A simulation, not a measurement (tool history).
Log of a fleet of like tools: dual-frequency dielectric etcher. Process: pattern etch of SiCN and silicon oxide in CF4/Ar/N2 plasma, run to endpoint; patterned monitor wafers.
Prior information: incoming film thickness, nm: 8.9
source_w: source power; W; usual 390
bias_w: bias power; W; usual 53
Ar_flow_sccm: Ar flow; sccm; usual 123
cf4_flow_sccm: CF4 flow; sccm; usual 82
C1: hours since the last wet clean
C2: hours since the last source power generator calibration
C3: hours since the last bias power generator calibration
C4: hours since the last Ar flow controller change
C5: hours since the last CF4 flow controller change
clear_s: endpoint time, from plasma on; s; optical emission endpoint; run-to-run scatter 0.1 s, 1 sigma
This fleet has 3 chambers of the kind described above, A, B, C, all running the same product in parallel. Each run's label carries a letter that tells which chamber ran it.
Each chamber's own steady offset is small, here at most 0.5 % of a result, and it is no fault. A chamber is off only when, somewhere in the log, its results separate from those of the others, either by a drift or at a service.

{"run": "1A", "hour": 10.3, "source_w": 390, "bias_w": 53, "Ar_flow_sccm": 123, "cf4_flow_sccm": 82, "C1": 353.7, "C2": 1919.1, "C3": 989.2, "C4": 2280.9, "C5": 1011.1, "clear_s": 13.012}
{"run": "2B", "hour": 19.7, "source_w": 390, "bias_w": 53, "Ar_flow_sccm": 123, "cf4_flow_sccm": 82, "C1": 308.5, "C2": 1506.3, "C3": 2137.5, "C4": 133.8, "C5": 3428.8, "clear_s": 13.087}
{"run": "3C", "hour": 29.6, "source_w": 390, "bias_w": 53, "Ar_flow_sccm": 123, "cf4_flow_sccm": 82, "C1": 137.2, "C2": 5308.3, "C3": 434.3, "C4": 657.6, "C5": 5817, "clear_s": 13.032}
{"hour": 29.8, "done": "chamber B: CF4 flow controller replaced"}
{"run": "4B", "hour": 35.6, "source_w": 390, "bias_w": 53, "Ar_flow_sccm": 123, "cf4_flow_sccm": 82, "C1": 324.4, "C2": 1522.2, "C3": 2153.4, "C4": 149.7, "C5": 5.8, "clear_s": 13.049}
{"run": "5A", "hour": 44.8, "source_w": 390, "bias_w": 53, "Ar_flow_sccm": 123, "cf4_flow_sccm": 82, "C1": 388.2, "C2": 1953.6, "C3": 1023.7, "C4": 2315.4, "C5": 1045.6, "clear_s": 12.968}
{"run": "6C", "hour": 56.5, "source_w": 390, "bias_w": 53, "Ar_flow_sccm": 123, "cf4_flow_sccm": 82, "C1": 164.1, "C2": 5335.2, "C3": 461.2, "C4": 684.5, "C5": 5843.9, "clear_s": 12.806}
{"hour": 56.7, "done": "chamber C: CF4 flow controller replaced"}
{"run": "7A", "hour": 64.4, "source_w": 390, "bias_w": 53, "Ar_flow_sccm": 123, "cf4_flow_sccm": 82, "C1": 407.8, "C2": 1973.2, "C3": 1043.3, "C4": 2335, "C5": 1065.2, "clear_s": 13.309}
{"run": "8B", "hour": 71.5, "source_w": 390, "bias_w": 53, "Ar_flow_sccm": 123, "cf4_flow_sccm": 82, "C1": 360.3, "C2": 1558.1, "C3": 2189.3, "C4": 185.6, "C5": 41.7, "clear_s": 13.284}
{"run": "9C", "hour": 78.4, "source_w": 390, "bias_w": 53, "Ar_flow_sccm": 123, "cf4_flow_sccm": 82, "C1": 186, "C2": 5357.1, "C3": 483.1, "C4": 706.4, "C5": 21.8, "clear_s": 12.784}
{"run": "10A", "hour": 89.3, "source_w": 390, "bias_w": 53, "Ar_flow_sccm": 123, "cf4_flow_sccm": 82, "C1": 432.7, "C2": 1998.1, "C3": 1068.2, "C4": 2359.9, "C5": 1090.1, "clear_s": 13.047}
{"run": "11C", "hour": 96.9, "source_w": 390, "bias_w": 47, "Ar_flow_sccm": 123, "cf4_flow_sccm": 82, "C1": 204.5, "C2": 5375.6, "C3": 501.6, "C4": 724.9, "C5": 40.3, "clear_s": 13.5}
{"run": "12B", "hour": 107.4, "source_w": 390, "bias_w": 47, "Ar_flow_sccm": 123, "cf4_flow_sccm": 82, "C1": 396.2, "C2": 1594, "C3": 2225.2, "C4": 221.5, "C5": 77.6, "clear_s": 13.595}
{"run": "13C", "hour": 116.1, "source_w": 390, "bias_w": 47, "Ar_flow_sccm": 123, "cf4_flow_sccm": 82, "C1": 223.7, "C2": 5394.8, "C3": 520.8, "C4": 744.1, "C5": 59.5, "clear_s": 13.287}
{"hour": 117.1, "done": "chamber C: source power generator calibrated"}
{"hour": 122.8, "done": "chamber B: wet clean of the chamber"}
{"run": "14B", "hour": 122.9, "source_w": 390, "bias_w": 53, "Ar_flow_sccm": 94, "cf4_flow_sccm": 82, "C1": 0.2, "C2": 1609.5, "C3": 2240.7, "C4": 237, "C5": 93.1, "clear_s": 12.56}
{"run": "15A", "hour": 129.1, "source_w": 390, "bias_w": 53, "Ar_flow_sccm": 94, "cf4_flow_sccm": 82, "C1": 472.5, "C2": 2037.9, "C3": 1108, "C4": 2399.7, "C5": 1129.9, "clear_s": 12.42}
{"hour": 134.4, "done": "chamber A: wet clean of the chamber"}
{"run": "16B", "hour": 140.4, "source_w": 390, "bias_w": 53, "Ar_flow_sccm": 94, "cf4_flow_sccm": 82, "C1": 17.7, "C2": 1627, "C3": 2258.2, "C4": 254.5, "C5": 110.6, "clear_s": 12.718}
{"run": "17A", "hour": 146.1, "source_w": 390, "bias_w": 53, "Ar_flow_sccm": 123, "cf4_flow_sccm": 82, "C1": 11.7, "C2": 2054.9, "C3": 1125, "C4": 2416.7, "C5": 1146.9, "clear_s": 13.017}
{"run": "18C", "hour": 154.9, "source_w": 390, "bias_w": 53, "Ar_flow_sccm": 123, "cf4_flow_sccm": 82, "C1": 262.5, "C2": 37.9, "C3": 559.6, "C4": 782.9, "C5": 98.3, "clear_s": 12.788}
{"run": "19C", "hour": 161.6, "source_w": 390, "bias_w": 53, "Ar_flow_sccm": 123, "cf4_flow_sccm": 82, "C1": 269.2, "C2": 44.6, "C3": 566.3, "C4": 789.6, "C5": 105, "clear_s": 12.53}
{"run": "20B", "hour": 166.8, "source_w": 390, "bias_w": 53, "Ar_flow_sccm": 123, "cf4_flow_sccm": 82, "C1": 44.1, "C2": 1653.4, "C3": 2284.6, "C4": 280.9, "C5": 137, "clear_s": 13.278}
{"hour": 175.2, "done": "chamber B: bias power generator calibrated"}
{"run": "21A", "hour": 176.4, "source_w": 390, "bias_w": 47, "Ar_flow_sccm": 123, "cf4_flow_sccm": 82, "C1": 42, "C2": 2085.2, "C3": 1155.3, "C4": 2447, "C5": 1177.2, "clear_s": 13.643}
{"run": "22C", "hour": 185.7, "source_w": 390, "bias_w": 47, "Ar_flow_sccm": 123, "cf4_flow_sccm": 82, "C1": 293.3, "C2": 68.7, "C3": 590.4, "C4": 813.7, "C5": 129.1, "clear_s": 13.142}
{"run": "23B", "hour": 191.0, "source_w": 390, "bias_w": 47, "Ar_flow_sccm": 123, "cf4_flow_sccm": 82, "C1": 68.3, "C2": 1677.6, "C3": 15.9, "C4": 305.1, "C5": 161.2, "clear_s": 13.379}
{"run": "24A", "hour": 201.3, "source_w": 390, "bias_w": 53, "Ar_flow_sccm": 123, "cf4_flow_sccm": 82, "C1": 66.9, "C2": 2110.1, "C3": 1180.2, "C4": 2471.9, "C5": 1202.1, "clear_s": 12.987}
{"run": "25B", "hour": 206.4, "source_w": 390, "bias_w": 53, "Ar_flow_sccm": 123, "cf4_flow_sccm": 82, "C1": 83.7, "C2": 1693, "C3": 31.3, "C4": 320.5, "C5": 176.6, "clear_s": 13.076}
{"run": "26C", "hour": 214.1, "source_w": 390, "bias_w": 53, "Ar_flow_sccm": 123, "cf4_flow_sccm": 82, "C1": 321.7, "C2": 97.1, "C3": 618.8, "C4": 842.1, "C5": 157.5, "clear_s": 12.676}
{"run": "27A", "hour": 222.7, "source_w": 390, "bias_w": 53, "Ar_flow_sccm": 123, "cf4_flow_sccm": 82, "C1": 88.3, "C2": 2131.5, "C3": 1201.6, "C4": 2493.3, "C5": 1223.5, "clear_s": 13.082}
{"run": "28A", "hour": 230.6, "source_w": 390, "bias_w": 53, "Ar_flow_sccm": 123, "cf4_flow_sccm": 82, "C1": 96.2, "C2": 2139.4, "C3": 1209.5, "C4": 2501.2, "C5": 1231.4, "clear_s": 13.165}

Predict what each chamber gives when all 3 of them run the settings below next.
{"run": "29A", "hour": 239.1, "source_w": 360, "bias_w": 53, "Ar_flow_sccm": 123, "cf4_flow_sccm": 82, "clear_s": "?"}
{"run": "29B", "hour": 239.1, "source_w": 360, "bias_w": 53, "Ar_flow_sccm": 123, "cf4_flow_sccm": 82, "clear_s": "?"}
{"run": "29C", "hour": 239.1, "source_w": 360, "bias_w": 53, "Ar_flow_sccm": 123, "cf4_flow_sccm": 82, "clear_s": "?"}

run=29A clear_s=14.202
run=29B clear_s=13.98
run=29C clear_s=13.361
